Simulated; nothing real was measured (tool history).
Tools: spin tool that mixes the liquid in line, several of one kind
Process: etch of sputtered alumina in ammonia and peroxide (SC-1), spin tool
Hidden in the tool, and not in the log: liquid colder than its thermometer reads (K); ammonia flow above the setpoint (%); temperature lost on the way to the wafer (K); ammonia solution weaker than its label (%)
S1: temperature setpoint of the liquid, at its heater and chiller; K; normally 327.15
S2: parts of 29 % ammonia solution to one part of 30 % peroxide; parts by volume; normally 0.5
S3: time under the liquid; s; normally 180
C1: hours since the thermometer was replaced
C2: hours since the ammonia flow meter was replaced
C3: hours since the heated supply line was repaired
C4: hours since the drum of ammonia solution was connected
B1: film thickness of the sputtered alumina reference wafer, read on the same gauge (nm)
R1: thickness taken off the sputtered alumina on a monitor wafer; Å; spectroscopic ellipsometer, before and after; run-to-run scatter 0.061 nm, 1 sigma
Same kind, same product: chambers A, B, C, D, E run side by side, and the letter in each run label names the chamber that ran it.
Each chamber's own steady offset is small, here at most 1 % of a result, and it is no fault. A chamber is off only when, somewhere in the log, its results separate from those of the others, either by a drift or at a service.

run     day      S1   S2   S3      C1      C2      C3     C4      B1      R1
 1C   0.529  327.15  0.5  180   673.7  1029.2    1422  607.1  90.025  149.08
 2A   0.942  327.15  0.5  180     729    69.5   621.9  931.6  90.007  150.23
 3D   1.371  327.15  0.5  180     264   148.2   731.1  297.1  90.031  148.84
 4E   1.946  327.15  0.5  180  1574.7   281.8   778.5    597      90  150.08
      2.083  -- chamber E: new drum of ammonia solution connected
 5B   2.492  327.15  0.5  180    65.8  1591.4     376   88.5  90.001  147.89
      2.496  -- chamber A: new drum of ammonia solution connected
 6B   3.133  327.15  0.5  180    81.2  1606.8   391.4  103.9  89.978  148.16
 7E   3.625  327.15  0.5  180    1615   322.1   818.8     37  90.024  150.31
 8C   4.262  327.15  0.5  180   763.3  1118.8  1511.6  696.7  90.022  148.43
 9A   4.854  327.15  0.5  180   822.9   163.4   715.8   56.7  90.013  149.48
10D   5.304  324.15  0.5  180   358.4   242.6   825.5  391.5  89.982  127.35
11B   5.958  324.15  0.5  180     149  1674.6   459.2  171.7  90.016  126.37
12A   6.542  324.15  0.5  180   863.4   203.9   756.3   97.2  89.995  127.76
13D   6.933  324.15  0.5  180   397.5   281.7   864.6  430.6  89.994  127.57
      7.108  -- chamber B: ammonia flow meter replaced
14E   7.538  324.15  0.5  180  1708.9     416   912.7  130.9  89.996  126.52
15C   8.158  327.15  0.5  180   856.8  1212.3  1605.1  790.2  90.002  147.76
16E   8.604  327.15  0.4  180  1734.5   441.6   938.3  156.5  89.956  145.78
17D   9.225  327.15  0.4  180   452.5   336.7   919.6  485.6  90.021  146.94
18B   9.796  327.15  0.4  180   241.1    64.6   551.3  263.8   89.99  144.66
19A  10.262  327.15  0.4  180   952.7   293.2   845.6  186.5  90.016   146.3
20C  10.612  327.15  0.4  180   915.7  1271.2    1664  849.1  89.991  145.57
     10.958  -- chamber D: thermometer replaced
21C  11.192  327.15  0.5  180   929.6  1285.1  1677.9    863  89.964  148.09
       11.6  -- chamber B: new drum of ammonia solution connected
22E  11.729  327.15  0.5  180  1809.5   516.6  1013.3  231.5  89.995   148.7
23B  12.379  327.15  0.5  180   303.1   126.6   613.3   18.8  89.992  147.96
24A  12.767  327.15  0.5  180  1012.8   353.3   905.7  246.6  89.965   149.2
25D   13.25  319.15  0.6  180    55.1   433.3  1016.2  582.2  89.995  97.976
26C    13.7  319.15  0.6  180   989.8  1345.3  1738.1  923.2  90.008  97.337
27E  14.275  319.15  0.6  180  1870.6   577.7  1074.4  292.6  89.986  97.252
28A  14.817  319.15  0.6  180    1062   402.5   954.9  295.8  89.971  98.847
29D  15.221  319.15  0.6  180   102.4   480.6  1063.5  629.5  89.983  98.191
30B  15.512  327.15  0.5  180   378.3   201.8   688.5     94  89.977   148.4
31C  15.975  327.15  0.5  180  1044.4  1399.9  1792.7  977.8  90.029  148.17
32E  16.604  327.15  0.5  135  1926.5   633.6  1130.3  348.5   89.99  111.89
33B  16.946  327.15  0.5  135   412.7   236.2   722.9  128.4  90.007  110.94

Which is it: a chamber that has drifted or been left off by a service, a gauge drift common to all chambers, or only each chamber's usual small offset? If a chamber is off, name it and its likeliest cause.

The fleet is healthy, with each chamber sitting at its usual small offset and no drift in the gauge.
